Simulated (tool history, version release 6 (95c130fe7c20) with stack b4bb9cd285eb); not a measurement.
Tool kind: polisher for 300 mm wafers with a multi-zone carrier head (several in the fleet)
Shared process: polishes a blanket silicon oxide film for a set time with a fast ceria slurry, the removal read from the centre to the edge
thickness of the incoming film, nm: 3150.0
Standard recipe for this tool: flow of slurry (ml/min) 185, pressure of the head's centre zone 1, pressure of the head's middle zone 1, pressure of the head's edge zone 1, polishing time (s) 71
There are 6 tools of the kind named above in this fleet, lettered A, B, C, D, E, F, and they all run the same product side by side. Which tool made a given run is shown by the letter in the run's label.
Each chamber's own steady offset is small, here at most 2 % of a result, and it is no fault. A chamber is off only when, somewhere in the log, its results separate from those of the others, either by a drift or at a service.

run   hour  flow of slurry (ml/min)  pressure of the head's centre zone  pressure of the head's middle zone  pressure of the head's edge zone  polishing time (s)  film removed at the wafer's centre (angstrom)  film removed at mid-radius (angstrom)  film removed at the wafer's edge (angstrom)
 1D    4.4                      185                                   1                                   1                                 1                  71                                         7439.1                                 7189.1                                       7324.6
 2F     10                      185                                   1                                   1                                 1                  71                                           7411                                   7265                                       7305.6
 3C   14.9                      185                                   1                                   1                                 1                  71                                         7433.1                                 7315.2                                       7444.5
 4A   18.6                      185                                   1                                   1                                 1                  71                                         7256.1                                 7315.4                                         7245
      21.6  -- chamber F: edge zone pressure recalibrated
      24.3  -- chamber C: worn pad replaced by a new one
 5B   24.6                      185                                   1                                   1                                 1                  71                                         7455.6                                 7183.9                                       7363.2
 6E   29.6                      185                                   1                                   1                                 1                  71                                         7303.2                                 7363.2                                       7424.9
 7B   36.3                      185                                   1                                   1                                 1                  71                                         7409.3                                 7264.7                                       7400.4
 8C   41.2                      185                                   1                                0.89                                 1                  71                                         7257.9                                 6638.8                                       7379.4
 9F   46.5                      185                                   1                                0.89                                 1                  71                                         7315.4                                 6579.1                                       7315.5
10A   50.2                      185                                   1                                0.89                                 1                  71                                         7356.2                                   6704                                         7326
11D   55.9                      185                                   1                                0.89                                 1                  71                                         7388.5                                 6551.1                                       7366.7
        59  -- chamber D: worn pad replaced by a new one
12E   60.3                      185                                   1                                0.89                                 1                  71                                         7329.8                                 6597.6                                       7449.9
13E   66.9                      185                                   1                                0.89                                 1                  71                                         7442.8                                 6664.3                                       7488.6
14A   71.9                      185                                   1                                   1                                 1                  71                                         7373.1                                   7501                                       7311.3
      74.9  -- chamber B: worn pad replaced by a new one
      75.3  -- chamber E: worn pad replaced by a new one
15F   76.3                      185                                   1                                   1                                 1                  71                                           7464                                 7339.1                                       7368.4
16C   81.4                      185                                   1                                   1                                 1                  71                                         7216.6                                 7401.7                                       7420.8
      84.8  -- chamber E: centre zone pressure recalibrated
      86.6  -- chamber A: worn pad replaced by a new one
17B   87.1                      240                                   1                                1.09                                 1                  71                                         7682.7                                 8241.7                                       7588.1
      88.7  -- chamber C: slurry nozzle cleaned
18D   91.9                      240                                   1                                1.09                                 1                  71                                         7699.7                                 8162.7                                       7522.7
      95.5  -- chamber B: edge zone pressure recalibrated
      97.9  -- chamber C: worn pad replaced by a new one
19B   98.2                      240                                   1                                1.09                                 1                  71                                         7851.5                                 8345.8                                       7668.7
20A  101.7                      240                                   1                                1.09                                 1                  71                                         7689.4                                 8319.4                                       7510.8
21C  105.2                      240                                   1                                1.09                                 1                  71                                         7860.7                                 8199.8                                       7700.5
     106.7  -- chamber F: worn pad replaced by a new one
22E  111.6                      240                                   1                                1.09                                 1                  71                                         7616.4                                 8216.8                                       7755.1
23F  116.3                      185                                   1                                   1                                 1                  71                                         7352.1                                 7126.5                                       7197.2
24D  122.9                      185                                   1                                   1                                 1                  71                                         7362.7                                 7377.6                                       7449.2
25A  128.2                      185                                   1                                   1                                 1                  71                                         7072.3                                 7396.7                                       7333.9
26E  131.2                      185                                   1                                   1                                 1                  71                                         7295.7                                 7354.1                                       7376.6
27F  136.6                      205                                   1                                   1                                 1                  71                                         7154.8                                 7305.4                                       7328.4
28C  142.1                      205                                   1                                   1                                 1                  71                                         7480.9                                 7333.7                                       7576.4
29D  148.9                      205                                   1                                   1                                 1                  71                                         7523.3                                 7384.3                                       7376.6
     151.5  -- chamber C: centre zone pressure recalibrated
     152.6  -- chamber E: worn pad replaced by a new one
30B  153.9                      205                                   1                                   1                                 1                  71                                         7397.9                                 7439.8                                       7523.6
31E  160.3                      205                                   1                                   1                                 1                  71                                         7418.4                                 7541.5                                       7611.9
32F  163.5                      205                                   1                                   1                                 1                  71                                         7393.2                                 7113.3                                       7202.3
33D    168                      185                                   1                                   1                                 1                  71                                         7384.3                                 7281.6                                       7233.9
     171.4  -- chamber C: worn pad replaced by a new one
34C  173.9                      185                                   1                                   1                                 1                  71                                         7379.1                                 7401.7                                       7400.8
35A    177                      185                                   1                                   1                                 1                  71                                         7202.3                                 7422.5                                       7268.1
36B  183.2                      185                                   1                                   1                                 1                  71                                           7317                                 7363.9                                       7307.6
37D    187                      185                                   1                                   1                                 1                  71                                         7194.3                                 7167.7                                       7414.8
38A  192.1                      185                                   1                                   1                                 1                  71                                           7342                                 7383.9                                       7334.2
39C  196.5                      185                                   1                                   1                                 1                  71                                           7338                                 7246.3                                       7500.7
40F  202.8                      185                                   1                                   1                                 1                  71                                         6743.9                                 6817.1                                       7053.7
41E    206                      185                                   1                                   1                                 1                  71                                         7225.2                                 7337.3                                       7443.3
     209.7  -- chamber D: worn pad replaced by a new one
42B    210                      185                                   1                                   1                                 1                  71                                         7301.9                                 7411.7                                       7364.5
43C  215.4                      185                                   1                                   1                                 1                  71                                         7328.6                                 7316.4                                       7470.5
44D  220.6                      185                                   1                                   1                                 1                  71                                         7377.7                                 7310.6                                       7468.1

All 6 chambers run these settings next. Forecast each chamber's results:
45A  225.6                      185                                   1                                   1                                 1                  71                                              ?                                      ?                                            ?
45B  225.6                      185                                   1                                   1                                 1                  71                                              ?                                      ?                                            ?
45C  225.6                      185                                   1                                   1                                 1                  71                                              ?                                      ?                                            ?
45D  225.6                      185                                   1                                   1                                 1                  71                                              ?                                      ?                                            ?
45E  225.6                      185                                   1                                   1                                 1                  71                                              ?                                      ?                                            ?
45F  225.6                      185                                   1                                   1                                 1                  71                                              ?                                      ?                                            ?

run  film removed at the wafer's centre (angstrom)  film removed at mid-radius (angstrom)  film removed at the wafer's edge (angstrom)
45A                                         7310.2                                 7290.6                                       7387.4
45B                                         7548.6                                 7267.8                                       7493.2
45C                                         7204.9                                 7421.9                                       7438.8
45D                                         7270.2                                 7201.1                                       7430.1
45E                                         7225.1                                 7348.4                                       7489.2
45F                                         6676.2                                 6627.9                                       6945.4
